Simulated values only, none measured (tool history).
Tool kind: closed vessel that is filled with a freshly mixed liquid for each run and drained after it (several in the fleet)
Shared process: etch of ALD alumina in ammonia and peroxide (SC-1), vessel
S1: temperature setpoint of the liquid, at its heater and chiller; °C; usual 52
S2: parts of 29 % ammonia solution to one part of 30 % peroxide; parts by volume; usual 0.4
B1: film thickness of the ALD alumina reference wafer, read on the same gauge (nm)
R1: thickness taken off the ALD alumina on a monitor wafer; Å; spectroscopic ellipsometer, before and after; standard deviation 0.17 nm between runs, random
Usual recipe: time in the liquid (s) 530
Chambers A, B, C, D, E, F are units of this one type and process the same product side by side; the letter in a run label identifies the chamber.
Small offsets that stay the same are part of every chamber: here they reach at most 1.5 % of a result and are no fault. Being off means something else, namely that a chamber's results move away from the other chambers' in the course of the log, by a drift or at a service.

run 1C hour=5.3 | S1=52 S2=0.4 time_in_the_liquid_(s)=530 | B1=39.967 | R1=224.95
run 2F hour=12.3 | S1=52 S2=0.4 time_in_the_liquid_(s)=530 | B1=40.035 | R1=225.11
run 3A hour=17.4 | S1=52 S2=0.4 time_in_the_liquid_(s)=530 | B1=39.97 | R1=227.64
run 4E hour=20.8 | S1=52 S2=0.4 time_in_the_liquid_(s)=530 | B1=39.999 | R1=225.5
run 5D hour=25.5 | S1=52 S2=0.4 time_in_the_liquid_(s)=530 | B1=40.032 | R1=225.17
run 6B hour=28.7 | S1=52 S2=0.4 time_in_the_liquid_(s)=530 | B1=39.989 | R1=226.32
run 7C hour=34.9 | S1=52 S2=0.4 time_in_the_liquid_(s)=530 | B1=40.035 | R1=226.21
run 8D hour=38 | S1=52 S2=0.4 time_in_the_liquid_(s)=530 | B1=40.004 | R1=226.88
run 9E hour=41.9 | S1=47 S2=0.35 time_in_the_liquid_(s)=530 | B1=39.96 | R1=170.91
run 10B hour=46.7 | S1=47 S2=0.35 time_in_the_liquid_(s)=530 | B1=39.998 | R1=170.55
run 11A hour=53.5 | S1=47 S2=0.35 time_in_the_liquid_(s)=530 | B1=39.986 | R1=169.15
run 12F hour=57.3 | S1=47 S2=0.35 time_in_the_liquid_(s)=530 | B1=40.039 | R1=169.68
run 13D hour=63.7 | S1=47 S2=0.35 time_in_the_liquid_(s)=530 | B1=39.984 | R1=170.15
run 14F hour=69.3 | S1=47 S2=0.35 time_in_the_liquid_(s)=530 | B1=39.975 | R1=170.55
run 15E hour=74.5 | S1=52 S2=0.4 time_in_the_liquid_(s)=530 | B1=40.003 | R1=226.19
run 16B hour=81 | S1=52 S2=0.4 time_in_the_liquid_(s)=530 | B1=40.016 | R1=225.63
run 17A hour=84.8 | S1=52 S2=0.4 time_in_the_liquid_(s)=530 | B1=40.002 | R1=226.88
run 18C hour=90.7 | S1=52 S2=0.4 time_in_the_liquid_(s)=530 | B1=39.935 | R1=228.8
run 19D hour=95 | S1=52 S2=0.4 time_in_the_liquid_(s)=530 | B1=40.009 | R1=227.36
run 20C hour=98.7 | S1=52 S2=0.4 time_in_the_liquid_(s)=530 | B1=39.996 | R1=229.05
run 21E hour=102.4 | S1=52 S2=0.4 time_in_the_liquid_(s)=530 | B1=40.012 | R1=229.8
run 22A hour=106.3 | S1=52 S2=0.4 time_in_the_liquid_(s)=530 | B1=40.014 | R1=227.9
run 23B hour=109.6 | S1=52 S2=0.4 time_in_the_liquid_(s)=530 | B1=39.937 | R1=228.68
run 24F hour=116.4 | S1=52 S2=0.4 time_in_the_liquid_(s)=530 | B1=40.033 | R1=227.85
run 25B hour=120.2 | S1=52 S2=0.4 time_in_the_liquid_(s)=530 | B1=40.007 | R1=226.38
run 26A hour=125.6 | S1=52 S2=0.4 time_in_the_liquid_(s)=530 | B1=39.967 | R1=230.44
run 27C hour=132.3 | S1=52 S2=0.4 time_in_the_liquid_(s)=530 | B1=39.975 | R1=227.71
run 28D hour=135.8 | S1=52 S2=0.4 time_in_the_liquid_(s)=530 | B1=40.012 | R1=226.71
-- hour=140.4 chamber D: new drum of ammonia solution connected
run 29E hour=140.8 | S1=52 S2=0.4 time_in_the_liquid_(s)=530 | B1=40.007 | R1=232.18
run 30F hour=145.5 | S1=52 S2=0.4 time_in_the_liquid_(s)=530 | B1=39.959 | R1=225.18
run 31E hour=151.1 | S1=52 S2=0.4 time_in_the_liquid_(s)=530 | B1=39.996 | R1=227.5
run 32B hour=154.8 | S1=52 S2=0.4 time_in_the_liquid_(s)=530 | B1=40.007 | R1=223.03
run 33A hour=161.8 | S1=52 S2=0.4 time_in_the_liquid_(s)=530 | B1=39.984 | R1=226.4
run 34D hour=168.3 | S1=52 S2=0.4 time_in_the_liquid_(s)=530 | B1=40 | R1=221.93
run 35F hour=174.6 | S1=52 S2=0.4 time_in_the_liquid_(s)=530 | B1=39.987 | R1=224.02
run 36C hour=179.6 | S1=48 S2=0.4 time_in_the_liquid_(s)=530 | B1=40.044 | R1=183.89
run 37D hour=182.8 | S1=48 S2=0.4 time_in_the_liquid_(s)=530 | B1=40.031 | R1=183.2
run 38F hour=186.2 | S1=48 S2=0.4 time_in_the_liquid_(s)=530 | B1=40.04 | R1=182.95
run 39C hour=191.3 | S1=48 S2=0.4 time_in_the_liquid_(s)=530 | B1=39.947 | R1=180.76
run 40A hour=195.2 | S1=48 S2=0.4 time_in_the_liquid_(s)=530 | B1=40.018 | R1=182.59
run 41B hour=202 | S1=48 S2=0.4 time_in_the_liquid_(s)=530 | B1=40.061 | R1=182.03

Next, every chamber runs the same settings. What will each give?
run 42A hour=207 | S1=52 S2=0.4 time_in_the_liquid_(s)=530 | R1=?
run 42B hour=207 | S1=52 S2=0.4 time_in_the_liquid_(s)=530 | R1=?
run 42C hour=207 | S1=52 S2=0.4 time_in_the_liquid_(s)=530 | R1=?
run 42D hour=207 | S1=52 S2=0.4 time_in_the_liquid_(s)=530 | R1=?
run 42E hour=207 | S1=52 S2=0.4 time_in_the_liquid_(s)=530 | R1=?
run 42F hour=207 | S1=52 S2=0.4 time_in_the_liquid_(s)=530 | R1=?

run=42A R1=229.36
run=42B R1=228.72
run=42C R1=228.39
run=42D R1=222.79
run=42E R1=228.11
run=42F R1=227.48
